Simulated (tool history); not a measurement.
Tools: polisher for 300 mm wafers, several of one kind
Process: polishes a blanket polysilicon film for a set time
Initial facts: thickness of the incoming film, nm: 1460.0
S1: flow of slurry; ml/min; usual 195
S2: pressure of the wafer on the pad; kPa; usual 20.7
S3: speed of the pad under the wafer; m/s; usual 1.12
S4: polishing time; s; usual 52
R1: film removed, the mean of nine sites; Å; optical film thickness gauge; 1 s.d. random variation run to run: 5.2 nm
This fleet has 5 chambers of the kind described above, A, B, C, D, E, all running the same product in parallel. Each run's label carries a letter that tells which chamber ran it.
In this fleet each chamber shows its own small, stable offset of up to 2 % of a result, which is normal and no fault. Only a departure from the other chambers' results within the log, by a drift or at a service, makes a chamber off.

run	hour	S1	S2	S3	S4	R1
# hour 5.2: chamber A: worn pad replaced by a new one
# hour 5.2: chamber E: worn pad replaced by a new one
1A	9.6	195	20.7	1.12	52	4514.7
2E	17.4	195	20.7	1.12	52	4494.9
3D	27.8	195	20.7	1.12	52	4585.1
4C	37.7	195	20.7	1.12	52	4604.6
5B	42.9	195	20.7	1.12	52	4584.6
# hour 48.3: chamber D: worn pad replaced by a new one
6E	50.1	195	20.7	1.12	52	4606.0
7A	58.5	195	20.7	1.12	52	4436.3
# hour 63.8: chamber B: slurry nozzle cleaned
8D	64.0	195	20.7	1.12	52	4524.8
9B	70.5	195	20.7	1.12	52	4627.8
# hour 74.3: chamber A: slurry nozzle cleaned
10C	81.1	195	20.7	1.12	52	4659.4
11B	91.5	195	20.7	1.12	52	4672.8
# hour 91.9: chamber E: worn pad replaced by a new one
# hour 94.4: chamber B: worn pad replaced by a new one
12C	98.1	195	20.7	1.12	66	5931.9
13D	109.0	195	20.7	1.12	66	5780.5
# hour 112.2: chamber A: worn pad replaced by a new one
# hour 112.2: chamber D: worn pad replaced by a new one
14E	117.0	195	20.7	1.12	66	5637.2
# hour 122.6: chamber C: slurry nozzle cleaned
15A	123.6	195	20.7	1.12	66	5713.1
16A	132.8	195	20.7	1.12	66	5684.7
17D	140.0	195	20.7	1.12	52	4522.8
18E	149.2	195	20.7	1.12	52	4431.7
# hour 153.6: chamber D: slurry nozzle cleaned
19C	155.6	195	20.7	1.12	52	4402.7
20B	166.6	195	20.7	1.12	52	4629.3
# hour 173.6: chamber D: worn pad replaced by a new one
21E	173.8	195	20.7	1.12	52	4567.5
# hour 176.4: chamber B: worn pad replaced by a new one
# hour 176.9: chamber E: worn pad replaced by a new one
22C	182.2	195	20.7	1.12	52	4439.0
23B	188.7	195	20.7	1.12	52	4643.9
24D	195.8	195	20.7	1.12	52	4613.8
25A	207.5	195	20.7	1.12	52	4423.5
26C	218.1	195	20.7	1.12	52	4356.2
27A	223.7	195	20.7	1.12	52	4408.1
28B	229.9	195	20.7	1.12	52	4489.4
# hour 231.9: chamber E: slurry nozzle cleaned
# hour 235.2: chamber A: worn pad replaced by a new one
29D	240.4	195	20.7	1.12	52	4482.4
# hour 241.9: chamber D: worn pad replaced by a new one
30E	249.3	195	20.7	1.12	52	4470.4
# hour 254.0: chamber C: head pressure recalibrated
31B	255.3	195	20.7	1.12	52	4596.6
# hour 259.7: chamber A: slurry nozzle cleaned
# hour 266.5: chamber E: worn pad replaced by a new one
32E	266.9	195	20.7	1.12	52	4514.1
33C	275.5	195	20.7	1.12	52	4149.0
34D	283.9	195	20.7	1.12	52	4528.8
35A	292.8	195	20.7	1.12	52	4414.0
36C	301.3	195	20.7	1.12	52	4152.4
37A	308.4	160	24.1	1.12	52	5186.6

All chambers now run identical settings, listed one chamber a line with results as question marks. What results will each chamber show?
38A	316.9	195	20.7	1.24	52	?
38B	316.9	195	20.7	1.24	52	?
38C	316.9	195	20.7	1.24	52	?
38D	316.9	195	20.7	1.24	52	?
38E	316.9	195	20.7	1.24	52	?

run	R1
38A	4953.0
38B	5071.4
38C	4591.9
38D	4988.1
38E	5071.9
